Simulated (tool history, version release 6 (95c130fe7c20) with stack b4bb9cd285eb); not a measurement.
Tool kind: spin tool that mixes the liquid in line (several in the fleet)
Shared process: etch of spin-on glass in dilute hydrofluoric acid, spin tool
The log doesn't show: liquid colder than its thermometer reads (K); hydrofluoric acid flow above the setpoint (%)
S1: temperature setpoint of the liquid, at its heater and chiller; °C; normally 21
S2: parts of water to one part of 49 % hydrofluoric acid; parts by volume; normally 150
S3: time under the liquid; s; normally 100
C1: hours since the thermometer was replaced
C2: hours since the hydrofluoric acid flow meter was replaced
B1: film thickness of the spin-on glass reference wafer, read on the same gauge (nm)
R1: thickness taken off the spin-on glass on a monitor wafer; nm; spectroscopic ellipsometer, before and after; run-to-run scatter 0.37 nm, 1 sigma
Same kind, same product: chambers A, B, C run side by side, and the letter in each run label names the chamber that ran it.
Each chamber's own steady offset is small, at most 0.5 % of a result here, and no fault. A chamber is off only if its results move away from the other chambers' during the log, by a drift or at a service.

run 1A hour=2.6 | S1=21 S2=150 S3=100 | C1=235.6 C2=143.9 | B1=59.986 | R1=38.004
run 2B hour=7.4 | S1=21 S2=150 S3=100 | C1=236.5 C2=384.6 | B1=60.036 | R1=38.641
run 3C hour=10.7 | S1=21 S2=150 S3=100 | C1=950.4 C2=657.8 | B1=59.977 | R1=38.554
run 4B hour=13.2 | S1=21 S2=150 S3=100 | C1=242.3 C2=390.4 | B1=59.991 | R1=38.815
run 5C hour=17.0 | S1=21 S2=150 S3=75 | C1=956.7 C2=664.1 | B1=59.995 | R1=29.322
run 6A hour=21.4 | S1=21 S2=150 S3=75 | C1=254.4 C2=162.7 | B1=59.958 | R1=28.512
run 7B hour=26.1 | S1=21 S2=150 S3=75 | C1=255.2 C2=403.3 | B1=59.989 | R1=28.959
run 8C hour=31.0 | S1=21 S2=150 S3=100 | C1=970.7 C2=678.1 | B1=60.015 | R1=38.925
run 9A hour=34.8 | S1=21 S2=150 S3=100 | C1=267.8 C2=176.1 | B1=59.997 | R1=38.229
run 10B hour=37.0 | S1=21 S2=150 S3=100 | C1=266.1 C2=414.2 | B1=60.009 | R1=38.274
run 11A hour=42.0 | S1=21 S2=150 S3=100 | C1=275.0 C2=183.3 | B1=60.021 | R1=38.496
run 12C hour=45.9 | S1=21 S2=150 S3=100 | C1=985.6 C2=693.0 | B1=60.001 | R1=39.044
run 13B hour=48.7 | S1=21 S2=150 S3=100 | C1=277.8 C2=425.9 | B1=60.005 | R1=38.629
run 14C hour=53.4 | S1=21 S2=150 S3=100 | C1=993.1 C2=700.5 | B1=60.001 | R1=39.306
run 15A hour=56.1 | S1=21 S2=150 S3=100 | C1=289.1 C2=197.4 | B1=59.991 | R1=37.963
run 16A hour=59.7 | S1=21 S2=150 S3=100 | C1=292.7 C2=201.0 | B1=59.993 | R1=39.192
run 17B hour=63.1 | S1=21 S2=150 S3=100 | C1=292.2 C2=440.3 | B1=59.969 | R1=38.326
run 18C hour=68.0 | S1=21 S2=150 S3=100 | C1=1007.7 C2=715.1 | B1=59.979 | R1=40.156
run 19B hour=72.1 | S1=21 S2=150 S3=100 | C1=301.2 C2=449.3 | B1=60.018 | R1=38.273
run 20C hour=76.1 | S1=21 S2=150 S3=100 | C1=1015.8 C2=723.2 | B1=60.038 | R1=40.367
run 21A hour=80.2 | S1=21 S2=150 S3=100 | C1=313.2 C2=221.5 | B1=59.997 | R1=38.958
run 22B hour=84.4 | S1=21 S2=150 S3=100 | C1=313.5 C2=461.6 | B1=59.978 | R1=39.361

Is one chamber off against the others, does the gauge drift, or is nothing wrong? If a chamber is off, say which, and what the likeliest cause is.

Chamber C drifts away from the others.
Most likely cause: hydrofluoric acid flow above the setpoint (%) = 6.66.
The log may not tell that from: liquid hotter than its thermometer reads (K).

Which of the 4 candidates below, each the usual settings with something changed and its results left as question marks, puts chamber C back in line with what the other chambers give on the usual settings?
In-line tolerance around the mean of the other chambers on the usual settings: R1 1.300 nm
run 23C-1 hour=88.1 | S1=21.0 S2=160 S3=100 | R1=?
run 23C-2 hour=88.1 | S1=21.5 S2=150 S3=100 | R1=?
run 23C-3 hour=88.1 | S1=21.0 S2=140 S3=100 | R1=?
run 23C-4 hour=88.1 | S1=20.5 S2=150 S3=100 | R1=?

Usual-settings mean across the other chambers: R1 38.443 nm
run=23C-1 R1=38.360
run=23C-2 R1=42.220
run=23C-3 R1=44.841
run=23C-4 R1=40.562
Change 23C-1 lands the chamber within the allowed miss of the other chambers.
